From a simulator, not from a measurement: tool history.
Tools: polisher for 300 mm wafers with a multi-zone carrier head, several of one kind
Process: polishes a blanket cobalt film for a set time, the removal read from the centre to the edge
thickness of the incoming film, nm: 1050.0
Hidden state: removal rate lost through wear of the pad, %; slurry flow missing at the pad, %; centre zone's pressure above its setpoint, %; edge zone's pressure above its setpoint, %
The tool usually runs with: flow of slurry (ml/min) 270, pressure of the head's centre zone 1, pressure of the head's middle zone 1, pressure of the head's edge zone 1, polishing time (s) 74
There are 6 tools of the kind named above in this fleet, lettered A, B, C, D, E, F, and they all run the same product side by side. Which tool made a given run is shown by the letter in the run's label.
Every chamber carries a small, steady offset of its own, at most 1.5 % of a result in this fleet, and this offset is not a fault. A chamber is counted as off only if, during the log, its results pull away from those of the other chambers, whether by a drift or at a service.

run,hour,flow of slurry (ml/min),pressure of the head's centre zone,pressure of the head's middle zone,pressure of the head's edge zone,polishing time (s),wafers polished on this pad,hours since the slurry nozzle was cleaned,hours since the centre zone pressure was calibrated,hours since the edge zone pressure was calibrated,film removed at the wafer's centre (nm),film removed at mid-radius (nm),film removed at the wafer's edge (nm)
# hour 1.4: chamber C: centre zone pressure recalibrated
1D,6.4,270,1,1,1,74,907,624.3,579.3,60.1,309.66,307.38,312.68
2E,16.7,270,1,1,1,74,452,521.9,822.3,97.6,311.17,310.65,310.97
3B,23.9,270,1,1,1,74,366,507.1,883.4,924.1,304.24,313.41,305.05
# hour 29.8: chamber D: worn pad replaced by a new one
4A,32.2,270,1,1,1,74,651,148.5,189,586.5,312.01,307.33,306.34
# hour 37.9: chamber F: worn pad replaced by a new one
5C,42.1,270,1,1,1,74,1050,44.1,40.7,805.6,309.89,316.79,303.79
# hour 46.5: chamber C: worn pad replaced by a new one
6F,48.8,270,1,1,1,74,126,251,326.9,155.6,306.65,311.58,307.26
7F,57.3,270,1,1,1.09,74,224,259.5,335.4,164.1,310.88,310.25,327.6
8E,62.9,270,1,1,1.09,74,984,568.1,868.5,143.8,308.48,310.66,327.84
9D,67.9,270,1,1,1.09,74,438,685.8,640.8,121.6,313.98,311.8,327.79
# hour 71.5: chamber A: worn pad replaced by a new one
10B,74.3,270,1,1,1.09,74,946,557.5,933.8,974.5,308.19,309.06,316.91
# hour 76.4: chamber E: worn pad replaced by a new one
# hour 78.9: chamber D: slurry nozzle cleaned
# hour 80.6: chamber B: worn pad replaced by a new one
11C,84,270,1,1,1.09,74,431,86,82.6,847.5,310.06,307.34,323.06
12A,90.4,270,1,1,1.09,74,217,206.7,247.2,644.7,310.98,312.19,322.23
13B,99.7,270,1.11,1,0.88,74,220,582.9,959.2,999.9,348.3,309.3,287.43
14E,104.5,270,1.11,1,0.88,74,323,609.7,910.1,185.4,341.94,309.49,286.52
15C,114.1,270,1.11,1,0.88,74,778,116.1,112.7,877.6,342.56,306.23,292.58
16A,119.5,270,1.11,1,0.88,74,552,235.8,276.3,673.8,346.87,308.81,289.94
17D,125.8,270,1.11,1,0.88,74,1104,47,698.7,179.5,346.98,308.55,291.42
# hour 132.9: chamber F: worn pad replaced by a new one
18F,133,270,1.11,1,0.88,74,1,335.2,411.1,239.8,346.48,310.07,293.89
# hour 136.3: chamber B: centre zone pressure recalibrated
19C,139.2,270,1,1,1,74,1067,141.2,137.8,902.7,310.92,307.01,303.56
# hour 141.2: chamber C: worn pad replaced by a new one
20F,145.6,270,1,1,1,74,146,347.8,423.7,252.4,305.07,303.7,310.97
21A,152.1,270,1,1,1,74,927,268.4,308.9,706.4,310.43,309.48,310.57
# hour 152.2: chamber D: worn pad replaced by a new one
# hour 156.5: chamber E: worn pad replaced by a new one
22D,161.9,270,1,1,1,74,112,83.1,734.8,215.6,310.67,307.43,304.27
# hour 162.6: chamber A: worn pad replaced by a new one
23E,168.9,270,1,1,1.12,74,143,674.1,974.5,249.8,308.95,313.66,327.45
24B,176.3,270,1,1,1.12,74,1101,659.5,40.1,1076.5,309,299.92,324.99
# hour 185.6: chamber B: worn pad replaced by a new one
25C,186.1,270,1,1,1.12,74,516,188.1,184.7,949.6,308.55,313.14,335.05
26D,191.3,270,1,1,1.12,74,450,112.5,764.2,245,314.27,309.09,337.79
27A,201.6,270,1,1,1.12,74,449,317.9,358.4,755.9,307.82,309.01,322.64
# hour 205.2: chamber B: edge zone pressure recalibrated
# hour 207.5: chamber B: slurry nozzle cleaned
28F,208.2,270,1,1,1.12,74,866,410.4,486.3,315,296.14,295.39,326.13
29E,213,270,1,1,1,74,650,718.2,1018.6,293.9,306.78,314.93,313.56
# hour 219.7: chamber F: worn pad replaced by a new one
30B,222.3,270,1,1.08,1,74,423,14.9,86.1,17.2,308.28,331.67,306.23
# hour 229.8: chamber E: slurry nozzle cleaned
31F,231.5,270,1,1.08,1,74,136,433.7,509.6,338.3,294.87,313.14,301.7
# hour 232.2: chamber E: worn pad replaced by a new one
32C,240.2,270,1,1.08,1,74,1139,242.2,238.8,1003.7,310.08,326.6,312.65
# hour 243.4: chamber D: worn pad replaced by a new one
33B,246.6,270,1,1.08,1,74,703,39.2,110.4,41.5,302.25,335.16,308.34
# hour 250.6: chamber E: edge zone pressure recalibrated
34E,252,270,1,1.08,1,74,228,22.2,1057.6,1.5,310.47,340.45,304.05
35D,259.7,270,1,1.08,1,74,187,180.9,832.6,313.4,314.49,337.17,312.74
# hour 262: chamber A: worn pad replaced by a new one
36A,268.1,270,1,1,1,74,71,384.4,424.9,822.4,308.62,307.64,308.85
37D,277.6,270,1,1,1,74,393,198.8,850.5,331.3,310.59,310.94,306.65

All chambers now run identical settings, listed one chamber a line with results as question marks. What results will each chamber show?
38A,285.1,270,1,1,1,74,,,,,?,?,?
38B,285.1,270,1,1,1,74,,,,,?,?,?
38C,285.1,270,1,1,1,74,,,,,?,?,?
38D,285.1,270,1,1,1,74,,,,,?,?,?
38E,285.1,270,1,1,1,74,,,,,?,?,?
38F,285.1,270,1,1,1,74,,,,,?,?,?

run,film removed at the wafer's centre (nm),film removed at mid-radius (nm),film removed at the wafer's edge (nm)
38A,305.73,309.35,310.53
38B,304.55,306.22,304.76
38C,310.82,305.92,308.02
38D,316.35,309.34,309.6
38E,308.56,321.04,312.59
38F,286.04,289.82,294.71
